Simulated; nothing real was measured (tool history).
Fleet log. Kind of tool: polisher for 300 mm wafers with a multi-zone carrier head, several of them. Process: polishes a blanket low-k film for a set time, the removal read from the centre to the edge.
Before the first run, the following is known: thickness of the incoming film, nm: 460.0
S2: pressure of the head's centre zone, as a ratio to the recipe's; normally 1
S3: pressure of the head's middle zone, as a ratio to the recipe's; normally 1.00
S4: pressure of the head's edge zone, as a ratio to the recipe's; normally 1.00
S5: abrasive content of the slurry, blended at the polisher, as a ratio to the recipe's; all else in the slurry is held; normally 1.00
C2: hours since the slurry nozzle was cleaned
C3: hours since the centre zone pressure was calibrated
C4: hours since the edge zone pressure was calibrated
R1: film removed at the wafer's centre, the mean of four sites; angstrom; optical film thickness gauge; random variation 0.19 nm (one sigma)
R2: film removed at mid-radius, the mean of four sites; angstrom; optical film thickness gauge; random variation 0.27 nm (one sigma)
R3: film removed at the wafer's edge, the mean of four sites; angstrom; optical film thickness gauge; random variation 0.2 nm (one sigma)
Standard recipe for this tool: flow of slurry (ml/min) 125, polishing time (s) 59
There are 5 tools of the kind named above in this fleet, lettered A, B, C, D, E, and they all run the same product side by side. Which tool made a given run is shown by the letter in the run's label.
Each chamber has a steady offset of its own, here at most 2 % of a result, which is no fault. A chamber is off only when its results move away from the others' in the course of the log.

run 1E day=0.238 | flow_of_slurry_(ml/min)=125 S2=1 S3=1.00 S4=1.00 S5=1.00 polishing_time_(s)=59 | wafers_polished_on_this_pad=110 C2=322.6 C3=469.1 C4=435.5 | R1=199.29 R2=200.71 R3=204.23
-- day=0.242 chamber B: edge zone pressure recalibrated
run 2C day=0.554 | flow_of_slurry_(ml/min)=125 S2=1 S3=1.00 S4=1.00 S5=1.00 polishing_time_(s)=59 | wafers_polished_on_this_pad=917 C2=210.4 C3=808.2 C4=209.1 | R1=204.29 R2=202.84 R3=202.02
-- day=0.742 chamber A: worn pad replaced by a new one
-- day=0.783 chamber C: worn pad replaced by a new one
run 3B day=0.888 | flow_of_slurry_(ml/min)=125 S2=1 S3=1.00 S4=1.00 S5=1.00 polishing_time_(s)=59 | wafers_polished_on_this_pad=783 C2=173.4 C3=94.0 C4=15.6 | R1=201.00 R2=203.48 R3=203.75
run 4A day=1.117 | flow_of_slurry_(ml/min)=125 S2=1 S3=1.00 S4=1.00 S5=1.00 polishing_time_(s)=59 | wafers_polished_on_this_pad=77 C2=193.9 C3=361.7 C4=863.2 | R1=203.28 R2=201.28 R3=205.19
run 5D day=1.546 | flow_of_slurry_(ml/min)=125 S2=1 S3=1.05 S4=1.00 S5=1.00 polishing_time_(s)=59 | wafers_polished_on_this_pad=1338 C2=166.9 C3=1043.6 C4=586.1 | R1=200.91 R2=209.28 R3=199.94
-- day=1.588 chamber D: worn pad replaced by a new one
run 6D day=1.817 | flow_of_slurry_(ml/min)=125 S2=1 S3=1.05 S4=1.00 S5=1.00 polishing_time_(s)=59 | wafers_polished_on_this_pad=47 C2=173.4 C3=1050.1 C4=592.6 | R1=199.58 R2=211.70 R3=201.00
run 7A day=2.146 | flow_of_slurry_(ml/min)=125 S2=1 S3=1.05 S4=1.00 S5=1.00 polishing_time_(s)=59 | wafers_polished_on_this_pad=289 C2=218.6 C3=386.4 C4=887.9 | R1=203.72 R2=208.59 R3=203.97
run 8B day=2.533 | flow_of_slurry_(ml/min)=125 S2=1 S3=1.05 S4=1.00 S5=1.00 polishing_time_(s)=59 | wafers_polished_on_this_pad=1122 C2=212.9 C3=133.5 C4=55.1 | R1=199.46 R2=208.00 R3=198.92
-- day=2.700 chamber B: worn pad replaced by a new one
run 9E day=2.979 | flow_of_slurry_(ml/min)=125 S2=1 S3=1.05 S4=1.00 S5=1.00 polishing_time_(s)=59 | wafers_polished_on_this_pad=674 C2=388.4 C3=534.9 C4=501.3 | R1=199.89 R2=210.88 R3=206.67
run 10C day=3.321 | flow_of_slurry_(ml/min)=125 S2=1 S3=1.00 S4=1.00 S5=0.85 polishing_time_(s)=78 | wafers_polished_on_this_pad=522 C2=276.8 C3=874.6 C4=275.5 | R1=249.13 R2=256.54 R3=245.27
-- day=3.438 chamber C: centre zone pressure recalibrated
-- day=3.633 chamber E: worn pad replaced by a new one
run 11E day=3.758 | flow_of_slurry_(ml/min)=125 S2=1 S3=1.00 S4=1.00 S5=0.85 polishing_time_(s)=78 | wafers_polished_on_this_pad=26 C2=407.1 C3=553.6 C4=520.0 | R1=247.49 R2=247.97 R3=247.96
-- day=3.821 chamber A: worn pad replaced by a new one
run 12C day=4.071 | flow_of_slurry_(ml/min)=125 S2=1 S3=1.00 S4=1.00 S5=0.85 polishing_time_(s)=78 | wafers_polished_on_this_pad=676 C2=294.8 C3=15.3 C4=293.5 | R1=277.27 R2=247.06 R3=245.37
run 13B day=4.338 | flow_of_slurry_(ml/min)=125 S2=1 S3=1.00 S4=1.00 S5=0.85 polishing_time_(s)=78 | wafers_polished_on_this_pad=337 C2=256.2 C3=176.8 C4=98.4 | R1=247.83 R2=242.91 R3=246.80
run 14D day=4.800 | flow_of_slurry_(ml/min)=125 S2=1 S3=1.00 S4=1.00 S5=0.85 polishing_time_(s)=78 | wafers_polished_on_this_pad=661 C2=245.0 C3=1121.7 C4=664.2 | R1=246.95 R2=251.84 R3=247.20
-- day=4.846 chamber C: worn pad replaced by a new one
run 15A day=5.112 | flow_of_slurry_(ml/min)=125 S2=1 S3=1.00 S4=1.00 S5=1.00 polishing_time_(s)=59 | wafers_polished_on_this_pad=266 C2=289.8 C3=457.6 C4=959.1 | R1=204.23 R2=202.19 R3=204.09
run 16C day=5.517 | flow_of_slurry_(ml/min)=125 S2=1 S3=1.00 S4=1.00 S5=1.00 polishing_time_(s)=59 | wafers_polished_on_this_pad=138 C2=329.5 C3=50.0 C4=328.2 | R1=224.63 R2=199.84 R3=200.16
run 17A day=5.771 | flow_of_slurry_(ml/min)=125 S2=1 S3=1.00 S4=1.00 S5=1.00 polishing_time_(s)=59 | wafers_polished_on_this_pad=401 C2=305.6 C3=473.4 C4=974.9 | R1=201.80 R2=203.50 R3=200.45
-- day=6.071 chamber E: slurry nozzle cleaned
run 18B day=6.154 | flow_of_slurry_(ml/min)=125 S2=1 S3=1.00 S4=0.88 S5=1.00 polishing_time_(s)=49 | wafers_polished_on_this_pad=711 C2=299.8 C3=220.4 C4=142.0 | R1=167.40 R2=165.93 R3=160.72
-- day=6.342 chamber D: slurry nozzle cleaned
run 19D day=6.558 | flow_of_slurry_(ml/min)=125 S2=1 S3=1.00 S4=0.88 S5=1.00 polishing_time_(s)=49 | wafers_polished_on_this_pad=1023 C2=5.3 C3=1163.9 C4=706.4 | R1=166.74 R2=166.44 R3=155.31
run 20E day=6.892 | flow_of_slurry_(ml/min)=125 S2=1 S3=1.00 S4=0.88 S5=1.00 polishing_time_(s)=49 | wafers_polished_on_this_pad=671 C2=19.7 C3=628.8 C4=595.2 | R1=164.80 R2=167.75 R3=154.17
run 21C day=7.117 | flow_of_slurry_(ml/min)=125 S2=1 S3=1.00 S4=0.88 S5=1.00 polishing_time_(s)=49 | wafers_polished_on_this_pad=467 C2=367.9 C3=88.4 C4=366.6 | R1=185.50 R2=170.46 R3=155.65
-- day=7.204 chamber A: worn pad replaced by a new one
run 22E day=7.392 | flow_of_slurry_(ml/min)=125 S2=1 S3=1.00 S4=0.88 S5=1.00 polishing_time_(s)=49 | wafers_polished_on_this_pad=774 C2=31.7 C3=640.8 C4=607.2 | R1=165.27 R2=164.53 R3=156.83
-- day=7.554 chamber E: worn pad replaced by a new one
run 23D day=7.788 | flow_of_slurry_(ml/min)=125 S2=1 S3=1.00 S4=1.00 S5=1.00 polishing_time_(s)=59 | wafers_polished_on_this_pad=1276 C2=34.8 C3=1193.4 C4=735.9 | R1=200.55 R2=199.74 R3=201.07
-- day=8.067 chamber B: worn pad replaced by a new one
run 24A day=8.071 | flow_of_slurry_(ml/min)=125 S2=1 S3=1.00 S4=1.00 S5=1.00 polishing_time_(s)=59 | wafers_polished_on_this_pad=178 C2=360.8 C3=528.6 C4=1030.1 | R1=205.40 R2=204.29 R3=201.83
run 25B day=8.300 | flow_of_slurry_(ml/min)=125 S2=1 S3=1.00 S4=1.00 S5=1.00 polishing_time_(s)=59 | wafers_polished_on_this_pad=48 C2=351.3 C3=271.9 C4=193.5 | R1=201.52 R2=203.10 R3=202.99
-- day=8.388 chamber C: edge zone pressure recalibrated
run 26A day=8.562 | flow_of_slurry_(ml/min)=125 S2=1 S3=1.00 S4=1.00 S5=1.00 polishing_time_(s)=59 | wafers_polished_on_this_pad=279 C2=372.6 C3=540.4 C4=1041.9 | R1=206.06 R2=203.67 R3=202.42
run 27C day=8.954 | flow_of_slurry_(ml/min)=125 S2=1 S3=1.00 S4=1.00 S5=1.00 polishing_time_(s)=59 | wafers_polished_on_this_pad=845 C2=412.0 C3=132.5 C4=13.6 | R1=223.31 R2=206.60 R3=197.04
run 28D day=9.275 | flow_of_slurry_(ml/min)=125 S2=1 S3=1.00 S4=1.00 S5=1.00 polishing_time_(s)=59 | wafers_polished_on_this_pad=1582 C2=70.5 C3=1229.1 C4=771.6 | R1=201.01 R2=200.17 R3=199.96
run 29B day=9.617 | flow_of_slurry_(ml/min)=125 S2=1 S3=1.00 S4=1.00 S5=1.00 polishing_time_(s)=59 | wafers_polished_on_this_pad=318 C2=382.9 C3=303.5 C4=225.1 | R1=200.19 R2=200.85 R3=202.21
-- day=9.754 chamber D: worn pad replaced by a new one
-- day=9.792 chamber C: slurry nozzle cleaned
-- day=9.838 chamber C: worn pad replaced by a new one
run 30E day=9.925 | flow_of_slurry_(ml/min)=125 S2=1 S3=1.00 S4=1.00 S5=1.00 polishing_time_(s)=59 | wafers_polished_on_this_pad=488 C2=92.5 C3=701.6 C4=668.0 | R1=198.78 R2=199.54 R3=206.80
run 31A day=10.267 | flow_of_slurry_(ml/min)=145 S2=1 S3=1.00 S4=1.00 S5=1.25 polishing_time_(s)=59 | wafers_polished_on_this_pad=630 C2=413.5 C3=581.3 C4=1082.8 | R1=236.57 R2=232.28 R3=226.57
run 32B day=10.683 | flow_of_slurry_(ml/min)=145 S2=1 S3=1.00 S4=1.00 S5=1.25 polishing_time_(s)=59 | wafers_polished_on_this_pad=538 C2=408.5 C3=329.1 C4=250.7 | R1=230.13 R2=231.80 R3=227.90
-- day=10.967 chamber D: centre zone pressure recalibrated
run 33D day=11.000 | flow_of_slurry_(ml/min)=145 S2=1 S3=1.00 S4=1.00 S5=1.25 polishing_time_(s)=59 | wafers_polished_on_this_pad=256 C2=111.9 C3=0.9 C4=813.0 | R1=228.81 R2=225.22 R3=225.65
run 34C day=11.296 | flow_of_slurry_(ml/min)=145 S2=1 S3=1.00 S4=1.00 S5=1.25 polishing_time_(s)=59 | wafers_polished_on_this_pad=300 C2=36.2 C3=188.7 C4=69.8 | R1=252.89 R2=230.93 R3=229.51

One chamber off, gauge drift, or nothing amiss beyond the chambers' own small offsets? If it is a chamber, which one, and what is the likeliest cause?

Chamber C came out of a service off from its peers and stayed that way.
Most likely cause: centre zone's pressure above its setpoint, % = 8.62.

Below are 4 candidate recipes for chamber C's next run, each the usual settings with a change, their results shown as question marks. Which of them brings C's results back in line with what the other chambers give on the usual settings?
Allowed miss from the other chambers' usual-settings mean, per result, to count as in line: R1 6.50 angstrom; R2 9.30 angstrom; R3 7.10 angstrom
run 35C-1 day=11.638 | flow_of_slurry_(ml/min)=125 S2=0.97 S3=1.00 S4=1.01 S5=1.00 polishing_time_(s)=59 | R1=? R2=? R3=?
run 35C-2 day=11.638 | flow_of_slurry_(ml/min)=130 S2=1.08 S3=0.98 S4=0.97 S5=1.00 polishing_time_(s)=59 | R1=? R2=? R3=?
run 35C-3 day=11.638 | flow_of_slurry_(ml/min)=125 S2=1.03 S3=1.00 S4=0.99 S5=1.00 polishing_time_(s)=59 | R1=? R2=? R3=?
run 35C-4 day=11.638 | flow_of_slurry_(ml/min)=120 S2=0.93 S3=1.01 S4=1.03 S5=1.00 polishing_time_(s)=59 | R1=? R2=? R3=?

The other chambers' mean on the usual settings: R1 201.88 angstrom; R2 201.44 angstrom; R3 201.87 angstrom
run=35C-1 R1=216.03 R2=202.40 R3=203.81
run=35C-2 R1=245.55 R2=200.32 R3=200.78
run=35C-3 R1=230.82 R2=202.33 R3=201.65
run=35C-4 R1=203.97 R2=202.37 R3=204.58
35C-4 is the one that brings the chamber's results back in line with the other chambers.
